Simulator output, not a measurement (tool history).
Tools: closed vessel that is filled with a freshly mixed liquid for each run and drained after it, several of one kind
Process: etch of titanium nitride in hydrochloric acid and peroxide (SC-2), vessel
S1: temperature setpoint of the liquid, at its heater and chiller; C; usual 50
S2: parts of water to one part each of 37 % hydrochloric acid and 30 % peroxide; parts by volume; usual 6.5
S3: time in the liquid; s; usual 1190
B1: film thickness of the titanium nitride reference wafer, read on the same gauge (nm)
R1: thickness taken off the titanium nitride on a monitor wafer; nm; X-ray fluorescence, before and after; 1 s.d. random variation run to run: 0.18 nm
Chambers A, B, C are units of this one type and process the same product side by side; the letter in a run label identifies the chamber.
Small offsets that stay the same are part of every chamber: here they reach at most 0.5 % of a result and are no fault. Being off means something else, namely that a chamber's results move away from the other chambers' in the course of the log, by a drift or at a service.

{"run": "1A", "day": 0.162, "S1": 50, "S2": 6.5, "S3": 1190, "B1": 110.0, "R1": 23.712}
{"run": "2B", "day": 0.375, "S1": 50, "S2": 6.5, "S3": 1190, "B1": 109.99, "R1": 23.38}
{"run": "3C", "day": 0.633, "S1": 50, "S2": 6.5, "S3": 1190, "B1": 110.0, "R1": 23.09}
{"run": "4C", "day": 0.804, "S1": 50, "S2": 6.5, "S3": 1190, "B1": 110.02, "R1": 23.296}
{"run": "5A", "day": 1.008, "S1": 50, "S2": 6.5, "S3": 1190, "B1": 110.03, "R1": 23.349}
{"run": "6B", "day": 1.175, "S1": 50, "S2": 6.5, "S3": 1190, "B1": 110.01, "R1": 22.959}
{"run": "7A", "day": 1.45, "S1": 50, "S2": 6.5, "S3": 1190, "B1": 110.01, "R1": 23.693}
{"run": "8B", "day": 1.742, "S1": 50, "S2": 6.5, "S3": 1190, "B1": 110.0, "R1": 23.666}
{"run": "9C", "day": 1.933, "S1": 50, "S2": 6.5, "S3": 1190, "B1": 109.99, "R1": 23.504}
{"run": "10A", "day": 2.229, "S1": 50, "S2": 6.5, "S3": 1190, "B1": 109.99, "R1": 23.287}
{"run": "11B", "day": 2.517, "S1": 50, "S2": 6.5, "S3": 1190, "B1": 110.01, "R1": 23.024}
{"run": "12C", "day": 2.808, "S1": 50, "S2": 6.5, "S3": 1190, "B1": 110.01, "R1": 23.108}
{"run": "13A", "day": 3.012, "S1": 50, "S2": 6.5, "S3": 1190, "B1": 110.01, "R1": 23.125}
{"run": "14B", "day": 3.233, "S1": 50, "S2": 6.5, "S3": 1190, "B1": 110.0, "R1": 23.625}
{"run": "15C", "day": 3.429, "S1": 50, "S2": 6.5, "S3": 1190, "B1": 109.99, "R1": 23.243}
{"run": "16A", "day": 3.612, "S1": 50, "S2": 6.5, "S3": 1190, "B1": 110.0, "R1": 23.614}
{"run": "17B", "day": 3.908, "S1": 42, "S2": 6.5, "S3": 520, "B1": 110.01, "R1": 5.8199}
{"run": "18C", "day": 4.071, "S1": 42, "S2": 6.5, "S3": 520, "B1": 110.0, "R1": 5.8694}
{"run": "19B", "day": 4.288, "S1": 42, "S2": 6.5, "S3": 520, "B1": 110.01, "R1": 5.8982}
{"run": "20C", "day": 4.596, "S1": 50, "S2": 6.5, "S3": 1190, "B1": 109.99, "R1": 23.387}
{"run": "21A", "day": 4.929, "S1": 50, "S2": 6.5, "S3": 1190, "B1": 110.0, "R1": 23.326}
{"run": "22A", "day": 5.25, "S1": 50, "S2": 6.5, "S3": 1190, "B1": 109.99, "R1": 23.258}
{"run": "23C", "day": 5.404, "S1": 50, "S2": 6.5, "S3": 1190, "B1": 110.0, "R1": 23.026}
{"run": "24B", "day": 5.638, "S1": 50, "S2": 5.5, "S3": 1725, "B1": 110.0, "R1": 37.961}
{"run": "25A", "day": 5.912, "S1": 50, "S2": 5.5, "S3": 1725, "B1": 110.01, "R1": 38.811}
{"run": "26B", "day": 6.192, "S1": 50, "S2": 5.5, "S3": 1725, "B1": 109.99, "R1": 38.407}
{"run": "27C", "day": 6.404, "S1": 50, "S2": 6.5, "S3": 1190, "B1": 110.0, "R1": 23.178}

One chamber off, gauge drift, or nothing amiss beyond the chambers' own small offsets? If it is a chamber, which one, and what is the likeliest cause?

The fleet is healthy, with each chamber sitting at its usual small offset and no drift in the gauge.
